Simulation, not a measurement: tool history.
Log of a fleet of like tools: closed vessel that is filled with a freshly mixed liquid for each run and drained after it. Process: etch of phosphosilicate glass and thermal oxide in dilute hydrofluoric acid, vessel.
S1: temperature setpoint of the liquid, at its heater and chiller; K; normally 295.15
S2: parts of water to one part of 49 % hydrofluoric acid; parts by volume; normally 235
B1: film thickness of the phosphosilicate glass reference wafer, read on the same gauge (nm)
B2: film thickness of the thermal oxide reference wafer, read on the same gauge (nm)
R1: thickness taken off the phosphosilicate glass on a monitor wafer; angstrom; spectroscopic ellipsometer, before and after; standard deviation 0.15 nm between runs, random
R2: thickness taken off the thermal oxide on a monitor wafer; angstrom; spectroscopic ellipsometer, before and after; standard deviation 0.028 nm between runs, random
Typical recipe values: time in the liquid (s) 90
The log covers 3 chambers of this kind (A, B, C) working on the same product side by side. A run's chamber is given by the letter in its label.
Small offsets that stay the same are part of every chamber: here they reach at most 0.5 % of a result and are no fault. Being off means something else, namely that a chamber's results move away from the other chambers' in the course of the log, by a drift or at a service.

{"run": "1B", "day": 0.454, "S1": 295.15, "S2": 235, "time in the liquid (s)": 90, "B1": 120, "B2": 49.952, "R1": 416.01, "R2": 14.851}
{"run": "2C", "day": 0.796, "S1": 295.15, "S2": 235, "time in the liquid (s)": 90, "B1": 120.04, "B2": 49.998, "R1": 415.07, "R2": 15.254}
{"run": "3A", "day": 1.071, "S1": 295.15, "S2": 235, "time in the liquid (s)": 90, "B1": 120.05, "B2": 49.995, "R1": 417.18, "R2": 14.557}
{"run": "4A", "day": 1.608, "S1": 295.15, "S2": 235, "time in the liquid (s)": 90, "B1": 120.03, "B2": 49.997, "R1": 414.03, "R2": 15.247}
{"run": "5B", "day": 2.071, "S1": 295.15, "S2": 235, "time in the liquid (s)": 90, "B1": 120.02, "B2": 49.99, "R1": 416.68, "R2": 15.382}
{"run": "6C", "day": 2.425, "S1": 295.15, "S2": 235, "time in the liquid (s)": 90, "B1": 120.07, "B2": 49.982, "R1": 414.12, "R2": 14.855}
{"run": "7B", "day": 2.767, "S1": 295.15, "S2": 235, "time in the liquid (s)": 90, "B1": 120, "B2": 50.001, "R1": 420.56, "R2": 14.834}
{"run": "8A", "day": 3.179, "S1": 295.15, "S2": 235, "time in the liquid (s)": 90, "B1": 119.96, "B2": 50.001, "R1": 414.93, "R2": 15.694}
{"run": "9C", "day": 3.504, "S1": 295.15, "S2": 235, "time in the liquid (s)": 90, "B1": 119.95, "B2": 49.978, "R1": 414.16, "R2": 14.802}
{"run": "10C", "day": 3.783, "S1": 295.15, "S2": 235, "time in the liquid (s)": 90, "B1": 119.99, "B2": 50.023, "R1": 415.32, "R2": 15.604}
{"run": "11A", "day": 4.121, "S1": 295.15, "S2": 235, "time in the liquid (s)": 90, "B1": 119.98, "B2": 50.021, "R1": 413.79, "R2": 14.511}
{"run": "12B", "day": 4.408, "S1": 295.15, "S2": 235, "time in the liquid (s)": 90, "B1": 120.01, "B2": 50.013, "R1": 416.35, "R2": 14.763}
{"day": 4.65, "done": "chamber A: hydrofluoric acid flow meter replaced"}
{"day": 4.667, "done": "chamber B: hydrofluoric acid flow meter replaced"}
{"run": "13A", "day": 4.812, "S1": 295.15, "S2": 235, "time in the liquid (s)": 90, "B1": 120.02, "B2": 50.009, "R1": 413.89, "R2": 15.012}
{"day": 5.092, "done": "chamber C: hydrofluoric acid flow meter replaced"}
{"run": "14C", "day": 5.333, "S1": 295.15, "S2": 235, "time in the liquid (s)": 90, "B1": 119.99, "B2": 50.017, "R1": 418.12, "R2": 15.018}
{"run": "15B", "day": 5.675, "S1": 295.15, "S2": 235, "time in the liquid (s)": 90, "B1": 119.94, "B2": 50.031, "R1": 417.59, "R2": 14.73}
{"run": "16A", "day": 6.038, "S1": 293.15, "S2": 235, "time in the liquid (s)": 130, "B1": 120.02, "B2": 49.985, "R1": 559.14, "R2": 19.941}
{"run": "17C", "day": 6.488, "S1": 293.15, "S2": 235, "time in the liquid (s)": 130, "B1": 119.94, "B2": 50.007, "R1": 557.46, "R2": 20.232}
{"run": "18B", "day": 6.775, "S1": 293.15, "S2": 235, "time in the liquid (s)": 130, "B1": 119.96, "B2": 50.018, "R1": 556.35, "R2": 19.914}
{"run": "19B", "day": 7.033, "S1": 295.15, "S2": 235, "time in the liquid (s)": 90, "B1": 119.94, "B2": 50.028, "R1": 416.99, "R2": 14.99}
{"run": "20C", "day": 7.417, "S1": 295.15, "S2": 235, "time in the liquid (s)": 90, "B1": 120.03, "B2": 50.003, "R1": 416.72, "R2": 15.103}
{"run": "21A", "day": 7.675, "S1": 295.15, "S2": 235, "time in the liquid (s)": 90, "B1": 120.01, "B2": 49.988, "R1": 414.62, "R2": 14.653}
{"run": "22A", "day": 7.975, "S1": 295.15, "S2": 235, "time in the liquid (s)": 90, "B1": 119.96, "B2": 50.031, "R1": 414.9, "R2": 15.087}
{"run": "23B", "day": 8.446, "S1": 295.15, "S2": 235, "time in the liquid (s)": 90, "B1": 119.94, "B2": 50.012, "R1": 419.13, "R2": 14.94}
{"run": "24C", "day": 8.942, "S1": 295.15, "S2": 235, "time in the liquid (s)": 90, "B1": 119.98, "B2": 49.984, "R1": 415.36, "R2": 14.533}
{"run": "25C", "day": 9.179, "S1": 295.15, "S2": 235, "time in the liquid (s)": 90, "B1": 119.99, "B2": 50.02, "R1": 414.55, "R2": 15.644}
{"run": "26A", "day": 9.675, "S1": 295.15, "S2": 235, "time in the liquid (s)": 145, "B1": 120.03, "B2": 49.98, "R1": 670.1, "R2": 23.991}
{"run": "27B", "day": 10.121, "S1": 295.15, "S2": 235, "time in the liquid (s)": 145, "B1": 120.01, "B2": 50.026, "R1": 671.26, "R2": 22.909}
{"run": "28A", "day": 10.654, "S1": 295.15, "S2": 235, "time in the liquid (s)": 145, "B1": 120.01, "B2": 50.012, "R1": 675.86, "R2": 23.488}
{"run": "29B", "day": 11.125, "S1": 295.15, "S2": 235, "time in the liquid (s)": 90, "B1": 120.01, "B2": 50.014, "R1": 415.29, "R2": 15.337}
{"run": "30C", "day": 11.442, "S1": 295.15, "S2": 235, "time in the liquid (s)": 90, "B1": 120.04, "B2": 50.007, "R1": 415.74, "R2": 14.826}
{"run": "31A", "day": 11.988, "S1": 295.15, "S2": 235, "time in the liquid (s)": 90, "B1": 120.02, "B2": 50.046, "R1": 413.24, "R2": 14.876}
{"run": "32C", "day": 12.238, "S1": 295.15, "S2": 235, "time in the liquid (s)": 90, "B1": 120.01, "B2": 50.016, "R1": 415.35, "R2": 15.13}
{"day": 12.529, "done": "chamber A: thermometer replaced"}
{"run": "33B", "day": 12.625, "S1": 295.15, "S2": 235, "time in the liquid (s)": 90, "B1": 120.02, "B2": 50.003, "R1": 417.73, "R2": 15.133}
{"run": "34C", "day": 13.054, "S1": 295.15, "S2": 235, "time in the liquid (s)": 90, "B1": 120, "B2": 50.018, "R1": 415.59, "R2": 15.308}
{"run": "35B", "day": 13.429, "S1": 295.15, "S2": 235, "time in the liquid (s)": 90, "B1": 120.02, "B2": 50.031, "R1": 417.48, "R2": 15.292}
{"run": "36A", "day": 13.679, "S1": 295.15, "S2": 190, "time in the liquid (s)": 75, "B1": 119.94, "B2": 50.023, "R1": 447.94, "R2": 16.029}
{"run": "37B", "day": 14.075, "S1": 295.15, "S2": 190, "time in the liquid (s)": 75, "B1": 120.02, "B2": 50.048, "R1": 451.71, "R2": 15.984}
{"run": "38C", "day": 14.45, "S1": 295.15, "S2": 190, "time in the liquid (s)": 75, "B1": 120.02, "B2": 50.025, "R1": 448.88, "R2": 15.854}
{"run": "39A", "day": 14.821, "S1": 295.15, "S2": 235, "time in the liquid (s)": 90, "B1": 120.07, "B2": 50.029, "R1": 417.44, "R2": 15.08}

All 3 chambers run these settings next. Forecast each chamber's results:
{"run": "40A", "day": 15.217, "S1": 295.15, "S2": 235, "time in the liquid (s)": 90, "R1": "?", "R2": "?"}
{"run": "40B", "day": 15.217, "S1": 295.15, "S2": 235, "time in the liquid (s)": 90, "R1": "?", "R2": "?"}
{"run": "40C", "day": 15.217, "S1": 295.15, "S2": 235, "time in the liquid (s)": 90, "R1": "?", "R2": "?"}

run=40A R1=416.04 R2=14.715
run=40B R1=417.76 R2=14.943
run=40C R1=415.76 R2=15.275
